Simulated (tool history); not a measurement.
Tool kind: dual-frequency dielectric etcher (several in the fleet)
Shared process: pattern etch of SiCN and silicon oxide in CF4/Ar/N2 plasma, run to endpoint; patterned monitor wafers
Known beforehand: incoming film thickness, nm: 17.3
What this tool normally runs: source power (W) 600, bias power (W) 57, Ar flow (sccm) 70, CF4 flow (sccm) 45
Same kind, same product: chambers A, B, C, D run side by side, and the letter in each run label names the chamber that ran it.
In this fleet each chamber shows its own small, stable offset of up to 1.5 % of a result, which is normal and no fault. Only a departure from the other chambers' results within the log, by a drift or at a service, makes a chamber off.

| run | hour | source power (W) | bias power (W) | Ar flow (sccm) | CF4 flow (sccm) | hours since the last wet clean | hours since the last source power generator calibration | hours since the last bias power generator calibration | hours since the last Ar flow controller change | hours since the last CF4 flow controller change | endpoint time (s) |
|---|---|---|---|---|---|---|---|---|---|---|---|
| 1A | 2.9 | 600 | 57 | 70 | 45 | 418.8 | 176.5 | 2118.1 | 2266.9 | 1173.3 | 16.868 |
| 2D | 5.8 | 600 | 57 | 70 | 45 | 353 | 2231.6 | 1807.2 | 2591.3 | 719.4 | 16.817 |
| 3B | 8.8 | 600 | 57 | 70 | 45 | 244.6 | 3611.2 | 2780.9 | 569.3 | 1639.3 | 16.78 |
| 4C | 12.5 | 600 | 57 | 70 | 45 | 287 | 525.1 | 2427.6 | 3172.1 | 807.6 | 17.131 |
| 5D | 17 | 600 | 49 | 75 | 45 | 364.2 | 2242.8 | 1818.4 | 2602.5 | 730.6 | 17.938 |
| 6B | 22.3 | 600 | 49 | 75 | 45 | 258.1 | 3624.7 | 2794.4 | 582.8 | 1652.8 | 17.886 |
| 7A | 25.8 | 600 | 49 | 75 | 45 | 441.7 | 199.4 | 2141 | 2289.8 | 1196.2 | 17.87 |
| 8C | 31 | 600 | 49 | 75 | 45 | 305.5 | 543.6 | 2446.1 | 3190.6 | 826.1 | 18.052 |
| 9D | 36 | 600 | 57 | 70 | 45 | 383.2 | 2261.8 | 1837.4 | 2621.5 | 749.6 | 16.753 |
| 10A | 38.4 | 600 | 57 | 70 | 45 | 454.3 | 212 | 2153.6 | 2302.4 | 1208.8 | 16.927 |
| 11C | 41.6 | 600 | 57 | 70 | 45 | 316.1 | 554.2 | 2456.7 | 3201.2 | 836.7 | 17.063 |
| 12B | 47 | 700 | 57 | 70 | 45 | 282.8 | 3649.4 | 2819.1 | 607.5 | 1677.5 | 14.639 |
| 13B | 51.4 | 700 | 57 | 70 | 45 | 287.2 | 3653.8 | 2823.5 | 611.9 | 1681.9 | 14.592 |
| 14D | 56.4 | 700 | 57 | 70 | 45 | 403.6 | 2282.2 | 1857.8 | 2641.9 | 770 | 14.768 |
| 15C | 61 | 700 | 57 | 70 | 45 | 335.5 | 573.6 | 2476.1 | 3220.6 | 856.1 | 15.011 |
| 16A | 64.2 | 600 | 57 | 70 | 45 | 480.1 | 237.8 | 2179.4 | 2328.2 | 1234.6 | 16.904 |
| 17C | 66.9 | 600 | 57 | 70 | 45 | 341.4 | 579.5 | 2482 | 3226.5 | 862 | 17.124 |
| 18A | 69.9 | 600 | 57 | 70 | 45 | 485.8 | 243.5 | 2185.1 | 2333.9 | 1240.3 | 16.865 |
| 19B | 75.4 | 600 | 57 | 70 | 45 | 311.2 | 3677.8 | 2847.5 | 635.9 | 1705.9 | 16.586 |
|  | 78.1 | chamber C: wet clean of the chamber |
| 20D | 79.5 | 600 | 57 | 87 | 34 | 426.7 | 2305.3 | 1880.9 | 2665 | 793.1 | 18.35 |
|  | 83.3 | chamber D: wet clean of the chamber |
| 21B | 84 | 600 | 57 | 87 | 34 | 319.8 | 3686.4 | 2856.1 | 644.5 | 1714.5 | 18.17 |
| 22A | 89.6 | 600 | 57 | 87 | 34 | 505.5 | 263.2 | 2204.8 | 2353.6 | 1260 | 18.469 |
| 23C | 93.2 | 600 | 57 | 87 | 34 | 15.1 | 605.8 | 2508.3 | 3252.8 | 888.3 | 18.683 |
|  | 96.8 | chamber A: wet clean of the chamber |
| 24D | 98.1 | 600 | 57 | 70 | 45 | 14.8 | 2323.9 | 1899.5 | 2683.6 | 811.7 | 16.896 |
| 25B | 103.6 | 600 | 57 | 70 | 45 | 339.4 | 3706 | 2875.7 | 664.1 | 1734.1 | 16.399 |
| 26D | 106.5 | 600 | 57 | 70 | 45 | 23.2 | 2332.3 | 1907.9 | 2692 | 820.1 | 16.843 |
| 27C | 109.3 | 600 | 57 | 70 | 45 | 31.2 | 621.9 | 2524.4 | 3268.9 | 904.4 | 17.083 |
| 28A | 114.9 | 600 | 57 | 70 | 45 | 18.2 | 288.5 | 2230.1 | 2378.9 | 1285.3 | 16.936 |
| 29C | 118.5 | 600 | 57 | 70 | 45 | 40.4 | 631.1 | 2533.6 | 3278.1 | 913.6 | 16.977 |

What goes on in this fleet: one chamber off, a drifting gauge, or nothing beyond the chambers' own small offsets? Name the chamber and the cause, if any.

Little by little, chamber B moves away from the other chambers.
Likeliest cause: etch rate over this chamber's usual, % = 3.32.
The log might look much the same if the cause were instead: source power that arrives over what is set, %.

Below are 4 candidate recipes for chamber B's next run, each the usual settings with a change, their results shown as question marks. Which of them brings B's results back in line with what the other chambers give on the usual settings?
In line here means within this much of the mean the other chambers give on the usual settings: endpoint time (s) 0.2
| 30B-1 | 122.5 | 580 | 57 | 70 | 45 |  |  |  |  |  | ? |
| 30B-2 | 122.5 | 600 | 57 | 70 | 31 |  |  |  |  |  | ? |
| 30B-3 | 122.5 | 600 | 62 | 67 | 45 |  |  |  |  |  | ? |
| 30B-4 | 122.5 | 640 | 58 | 70 | 46 |  |  |  |  |  | ? |

On the usual settings, the other chambers give on average: endpoint time (s) 16.947
| run | endpoint time (s) |
|---|---|
| 30B-1 | 16.923 |
| 30B-2 | 17.527 |
| 30B-3 | 15.869 |
| 30B-4 | 15.343 |
Change 30B-1 lands the chamber within the allowed miss of the other chambers.

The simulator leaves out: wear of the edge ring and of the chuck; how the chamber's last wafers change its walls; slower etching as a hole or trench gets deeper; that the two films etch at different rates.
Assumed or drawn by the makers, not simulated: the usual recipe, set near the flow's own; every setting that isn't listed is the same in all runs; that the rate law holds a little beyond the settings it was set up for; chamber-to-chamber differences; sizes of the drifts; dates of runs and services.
